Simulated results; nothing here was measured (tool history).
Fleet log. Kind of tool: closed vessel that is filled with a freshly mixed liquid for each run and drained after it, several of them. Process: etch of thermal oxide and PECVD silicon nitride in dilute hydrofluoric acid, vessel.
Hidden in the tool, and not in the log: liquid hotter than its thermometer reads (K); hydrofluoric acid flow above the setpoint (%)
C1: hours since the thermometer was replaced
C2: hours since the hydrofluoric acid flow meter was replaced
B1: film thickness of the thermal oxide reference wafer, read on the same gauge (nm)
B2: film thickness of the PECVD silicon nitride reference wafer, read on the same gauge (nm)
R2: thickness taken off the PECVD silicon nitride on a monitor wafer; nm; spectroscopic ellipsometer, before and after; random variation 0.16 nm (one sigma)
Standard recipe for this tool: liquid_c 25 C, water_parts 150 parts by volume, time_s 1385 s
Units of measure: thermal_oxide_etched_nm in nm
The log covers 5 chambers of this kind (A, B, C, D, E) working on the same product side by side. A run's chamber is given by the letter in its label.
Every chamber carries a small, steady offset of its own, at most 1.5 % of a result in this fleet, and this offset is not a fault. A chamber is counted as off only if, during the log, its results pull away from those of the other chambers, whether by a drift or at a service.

{"run": "1A", "hour": 3.8, "liquid_c": 25, "water_parts": 150, "time_s": 1385, "C1": 1169, "C2": 292.1, "B1": 40.028, "B2": 140.02, "thermal_oxide_etched_nm": 42.187, "R2": 26.16}
{"run": "2D", "hour": 11.5, "liquid_c": 25, "water_parts": 150, "time_s": 1385, "C1": 1897.7, "C2": 169.8, "B1": 40.044, "B2": 139.99, "thermal_oxide_etched_nm": 41.827, "R2": 26.354}
{"run": "3B", "hour": 18.1, "liquid_c": 25, "water_parts": 150, "time_s": 1385, "C1": 156.7, "C2": 265.5, "B1": 39.966, "B2": 139.98, "thermal_oxide_etched_nm": 41.434, "R2": 26.284}
{"run": "4C", "hour": 22.4, "liquid_c": 25, "water_parts": 150, "time_s": 1385, "C1": 157.5, "C2": 270.3, "B1": 39.938, "B2": 139.97, "thermal_oxide_etched_nm": 42.637, "R2": 26.323}
{"run": "5E", "hour": 28.6, "liquid_c": 25, "water_parts": 150, "time_s": 1385, "C1": 1286.5, "C2": 327.5, "B1": 39.998, "B2": 140, "thermal_oxide_etched_nm": 42.344, "R2": 25.819}
{"run": "6C", "hour": 33.7, "liquid_c": 25, "water_parts": 150, "time_s": 1385, "C1": 168.8, "C2": 281.6, "B1": 39.96, "B2": 139.99, "thermal_oxide_etched_nm": 41.54, "R2": 26.633}
{"run": "7A", "hour": 41.8, "liquid_c": 25, "water_parts": 150, "time_s": 1385, "C1": 1207, "C2": 330.1, "B1": 39.989, "B2": 140.01, "thermal_oxide_etched_nm": 42.91, "R2": 26.397}
{"run": "8B", "hour": 47.2, "liquid_c": 25, "water_parts": 150, "time_s": 1385, "C1": 185.8, "C2": 294.6, "B1": 40.016, "B2": 140, "thermal_oxide_etched_nm": 41.514, "R2": 26.314}
{"run": "9E", "hour": 52.5, "liquid_c": 25, "water_parts": 150, "time_s": 1385, "C1": 1310.4, "C2": 351.4, "B1": 40.034, "B2": 140.04, "thermal_oxide_etched_nm": 41.981, "R2": 26.113}
{"run": "10D", "hour": 58.3, "liquid_c": 25, "water_parts": 190, "time_s": 1385, "C1": 1944.5, "C2": 216.6, "B1": 40.041, "B2": 140.01, "thermal_oxide_etched_nm": 31.563, "R2": 20.788}
{"run": "11E", "hour": 66.2, "liquid_c": 25, "water_parts": 190, "time_s": 1385, "C1": 1324.1, "C2": 365.1, "B1": 39.998, "B2": 140.02, "thermal_oxide_etched_nm": 31.79, "R2": 20.504}
{"run": "12C", "hour": 69.9, "liquid_c": 25, "water_parts": 190, "time_s": 1385, "C1": 205, "C2": 317.8, "B1": 39.989, "B2": 140, "thermal_oxide_etched_nm": 32.321, "R2": 20.784}
{"run": "13D", "hour": 77.5, "liquid_c": 25, "water_parts": 190, "time_s": 1385, "C1": 1963.7, "C2": 235.8, "B1": 40.045, "B2": 139.95, "thermal_oxide_etched_nm": 31.997, "R2": 20.771}
{"run": "14B", "hour": 83.7, "liquid_c": 25, "water_parts": 190, "time_s": 1385, "C1": 222.3, "C2": 331.1, "B1": 40.001, "B2": 140.02, "thermal_oxide_etched_nm": 31.315, "R2": 20.924}
{"run": "15A", "hour": 90.2, "liquid_c": 25, "water_parts": 150, "time_s": 1385, "C1": 1255.4, "C2": 378.5, "B1": 39.999, "B2": 139.97, "thermal_oxide_etched_nm": 41.77, "R2": 26.414}
{"run": "16D", "hour": 97.9, "liquid_c": 25, "water_parts": 150, "time_s": 1055, "C1": 1984.1, "C2": 256.2, "B1": 40.013, "B2": 139.99, "thermal_oxide_etched_nm": 31.814, "R2": 20.288}
{"run": "17C", "hour": 102.8, "liquid_c": 25, "water_parts": 150, "time_s": 1055, "C1": 237.9, "C2": 350.7, "B1": 40.052, "B2": 139.99, "thermal_oxide_etched_nm": 32.497, "R2": 20.1}
{"run": "18B", "hour": 109.2, "liquid_c": 25, "water_parts": 150, "time_s": 1055, "C1": 247.8, "C2": 356.6, "B1": 39.979, "B2": 140.03, "thermal_oxide_etched_nm": 31.145, "R2": 19.814}
{"run": "19A", "hour": 115.8, "liquid_c": 25, "water_parts": 150, "time_s": 1055, "C1": 1281, "C2": 404.1, "B1": 40.028, "B2": 140, "thermal_oxide_etched_nm": 32.136, "R2": 20.037}
{"run": "20E", "hour": 123.4, "liquid_c": 25, "water_parts": 150, "time_s": 1055, "C1": 1381.3, "C2": 422.3, "B1": 40.019, "B2": 139.98, "thermal_oxide_etched_nm": 33.138, "R2": 20.988}
{"run": "21C", "hour": 127.3, "liquid_c": 21.5, "water_parts": 150, "time_s": 2135, "C1": 262.4, "C2": 375.2, "B1": 39.999, "B2": 140, "thermal_oxide_etched_nm": 57.317, "R2": 32.309}
{"run": "22A", "hour": 132.3, "liquid_c": 21.5, "water_parts": 150, "time_s": 2135, "C1": 1297.5, "C2": 420.6, "B1": 39.949, "B2": 140.01, "thermal_oxide_etched_nm": 56.301, "R2": 32.349}
{"run": "23E", "hour": 139.1, "liquid_c": 21.5, "water_parts": 150, "time_s": 2135, "C1": 1397, "C2": 438, "B1": 39.975, "B2": 140.04, "thermal_oxide_etched_nm": 58.398, "R2": 34.372}
{"run": "24B", "hour": 147.3, "liquid_c": 21.5, "water_parts": 150, "time_s": 2135, "C1": 285.9, "C2": 394.7, "B1": 40.031, "B2": 139.99, "thermal_oxide_etched_nm": 55.754, "R2": 32.318}
{"run": "25D", "hour": 151.6, "liquid_c": 21.5, "water_parts": 150, "time_s": 2135, "C1": 2037.8, "C2": 309.9, "B1": 39.96, "B2": 139.97, "thermal_oxide_etched_nm": 55.465, "R2": 32.616}
{"run": "26A", "hour": 156.7, "liquid_c": 25, "water_parts": 150, "time_s": 1385, "C1": 1321.9, "C2": 445, "B1": 40.005, "B2": 139.97, "thermal_oxide_etched_nm": 42.691, "R2": 26.272}
{"run": "27C", "hour": 163.8, "liquid_c": 25, "water_parts": 150, "time_s": 1385, "C1": 298.9, "C2": 411.7, "B1": 40.008, "B2": 140.01, "thermal_oxide_etched_nm": 41.967, "R2": 26.604}
{"run": "28D", "hour": 167.9, "liquid_c": 25, "water_parts": 150, "time_s": 1385, "C1": 2054.1, "C2": 326.2, "B1": 40.022, "B2": 139.97, "thermal_oxide_etched_nm": 41.934, "R2": 26.133}
{"run": "29B", "hour": 175.3, "liquid_c": 25, "water_parts": 150, "time_s": 1385, "C1": 313.9, "C2": 422.7, "B1": 39.963, "B2": 140.01, "thermal_oxide_etched_nm": 40.831, "R2": 26.046}
{"run": "30E", "hour": 180.2, "liquid_c": 25, "water_parts": 150, "time_s": 1385, "C1": 1438.1, "C2": 479.1, "B1": 40.039, "B2": 140.07, "thermal_oxide_etched_nm": 44.403, "R2": 28.954}
{"run": "31C", "hour": 187.9, "liquid_c": 25, "water_parts": 195, "time_s": 1785, "C1": 323, "C2": 435.8, "B1": 39.963, "B2": 139.96, "thermal_oxide_etched_nm": 40.403, "R2": 26.327}
{"run": "32D", "hour": 192.7, "liquid_c": 25, "water_parts": 195, "time_s": 1785, "C1": 2078.9, "C2": 351, "B1": 39.94, "B2": 140.02, "thermal_oxide_etched_nm": 39.179, "R2": 26.03}
{"run": "33E", "hour": 200.8, "liquid_c": 25, "water_parts": 195, "time_s": 1785, "C1": 1458.7, "C2": 499.7, "B1": 40.051, "B2": 139.97, "thermal_oxide_etched_nm": 42.518, "R2": 29.755}
{"run": "34A", "hour": 205.3, "liquid_c": 25, "water_parts": 195, "time_s": 1785, "C1": 1370.5, "C2": 493.6, "B1": 40.028, "B2": 140.05, "thermal_oxide_etched_nm": 40.203, "R2": 26.119}
{"run": "35B", "hour": 212.7, "liquid_c": 25, "water_parts": 195, "time_s": 1785, "C1": 351.3, "C2": 460.1, "B1": 40.004, "B2": 139.98, "thermal_oxide_etched_nm": 39.503, "R2": 25.908}
{"run": "36D", "hour": 217.5, "liquid_c": 25, "water_parts": 150, "time_s": 1385, "C1": 2103.7, "C2": 375.8, "B1": 40.017, "B2": 139.96, "thermal_oxide_etched_nm": 41.863, "R2": 26.149}

Is one chamber off against the others, does the gauge drift, or is nothing wrong? If a chamber is off, say which, and what the likeliest cause is.

Little by little, chamber E moves away from the other chambers.
Likeliest cause: liquid hotter than its thermometer reads (K) = 2.61.

Chamber E could run next with any of the 4 candidate recipes listed below; each alters the usual settings, and their results appear as question marks. Which one brings its results back in line with what the other chambers deliver on the usual settings?
A result is in line if it is within this distance of the other chambers' mean on the usual settings: thermal_oxide_etched_nm 1.2 nm; R2 0.55 nm
{"run": "37E-1", "hour": 223.4, "liquid_c": 23, "water_parts": 140, "time_s": 1265, "thermal_oxide_etched_nm": "?", "R2": "?"}
{"run": "37E-2", "hour": 223.4, "liquid_c": 27, "water_parts": 160, "time_s": 1515, "thermal_oxide_etched_nm": "?", "R2": "?"}
{"run": "37E-3", "hour": 223.4, "liquid_c": 21.5, "water_parts": 135, "time_s": 1170, "thermal_oxide_etched_nm": "?", "R2": "?"}
{"run": "37E-4", "hour": 223.4, "liquid_c": 29, "water_parts": 165, "time_s": 1600, "thermal_oxide_etched_nm": "?", "R2": "?"}

Other chambers, usual settings, mean: thermal_oxide_etched_nm 42 nm; R2 26.313 nm
run=37E-1 thermal_oxide_etched_nm=42.372 R2=26.407
run=37E-2 thermal_oxide_etched_nm=50.202 R2=35.453
run=37E-3 thermal_oxide_etched_nm=38.609 R2=23.008
run=37E-4 thermal_oxide_etched_nm=54.793 R2=40.901
It is 37E-1 that realigns the chamber with its peers.
